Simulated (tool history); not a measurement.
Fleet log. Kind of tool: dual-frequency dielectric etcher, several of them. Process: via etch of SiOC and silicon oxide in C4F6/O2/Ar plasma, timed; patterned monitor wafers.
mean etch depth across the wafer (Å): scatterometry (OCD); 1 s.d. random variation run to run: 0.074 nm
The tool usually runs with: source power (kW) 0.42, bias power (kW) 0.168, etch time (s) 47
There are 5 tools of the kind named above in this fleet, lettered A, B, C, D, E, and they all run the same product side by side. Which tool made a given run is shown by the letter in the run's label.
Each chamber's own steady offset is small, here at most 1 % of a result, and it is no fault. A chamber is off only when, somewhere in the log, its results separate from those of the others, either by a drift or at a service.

run   hour  source power (kW)  bias power (kW)  etch time (s)  read-back reference wafer on the same gauge, depth_nm  mean etch depth across the wafer (Å)
 1E    6.8               0.42            0.168             47                                                   56.9                                529.03
 2C   13.4               0.42            0.168             47                                                 56.891                                 534.4
 3A   21.1               0.42            0.168             47                                                 56.861                                527.24
 4B     30               0.42            0.168             47                                                 56.881                                530.36
 5D   37.2               0.42            0.168             47                                                 56.841                                527.51
 6E   44.1               0.42            0.168             47                                                 56.873                                528.34
      48.9  -- chamber D: wet clean of the chamber
 7B   49.4               0.36            0.168             47                                                 56.852                                499.76
 8D     58               0.36            0.168             47                                                 56.858                                495.99
 9A   64.6               0.36            0.168             47                                                 56.833                                 498.8
      66.9  -- chamber B: wet clean of the chamber
      68.4  -- chamber C: wet clean of the chamber
10C   74.2               0.36            0.168             47                                                 56.822                                501.31
11A   82.1               0.36            0.168             47                                                 56.807                                496.15
12E   89.4               0.42            0.168             47                                                 56.818                                   529
13C   98.6               0.42            0.168             60                                                 56.797                                680.99
14B  105.1               0.42            0.168             60                                                 56.805                                677.18
15D  113.6               0.42            0.168             60                                                 56.784                                671.47
16D  118.5               0.42            0.168             60                                                 56.774                                671.05
17E  127.9               0.42            0.168             60                                                 56.756                                675.17
18C  138.2               0.42            0.168             47                                                 56.781                                532.74
19A  146.1               0.42            0.168             47                                                 56.763                                526.87
20B  154.7               0.42            0.168             47                                                 56.717                                529.14
21D    164               0.42            0.168             47                                                 56.738                                526.16
22C  168.6               0.42            0.168             47                                                 56.751                                530.37
23A  176.6               0.42            0.168             47                                                 56.722                                528.17
24B  184.2               0.42            0.168           40.5                                                 56.706                                456.97
25E  190.6               0.42            0.168           40.5                                                 56.703                                453.92
26A  198.6               0.42            0.168           40.5                                                 56.689                                454.34
27D  206.6               0.42            0.168           40.5                                                 56.692                                452.68
28B  216.6               0.42            0.168           40.5                                                 56.671                                456.78
29C    223               0.46            0.194             47                                                  56.67                                577.58
30E    231               0.46            0.194             47                                                 56.652                                571.37
31C  236.2               0.46            0.194             47                                                 56.682                                577.66
32E  242.9               0.46            0.194             47                                                 56.671                                571.48
33A  249.1               0.46            0.194             47                                                 56.636                                570.97
34B  257.5               0.42            0.168             47                                                 56.648                                 529.2
35D  262.2               0.42            0.168             47                                                 56.639                                524.45
36E    267               0.42            0.168             47                                                 56.614                                526.21
     268.9  -- chamber A: wet clean of the chamber
37D  277.5               0.42            0.168             47                                                 56.622                                524.14
38B  283.8               0.42            0.187             52                                                 56.615                                605.35
39A  291.5               0.42            0.187             52                                                 56.608                                602.46
40C  296.6               0.42            0.187             52                                                 56.615                                608.46
41E  306.8               0.42            0.187             52                                                 56.595                                600.64
42C  317.3               0.42            0.187             52                                                 56.586                                607.37

Is one chamber out of step, is the gauge drifting, or do the chambers differ by no more than their own small offsets? For an off chamber, give its letter and the likeliest cause.

The shared gauge is drifting. All chambers look as if they move in step, but none is off.
What lies behind it: gauge reads low (%) = 0.569.
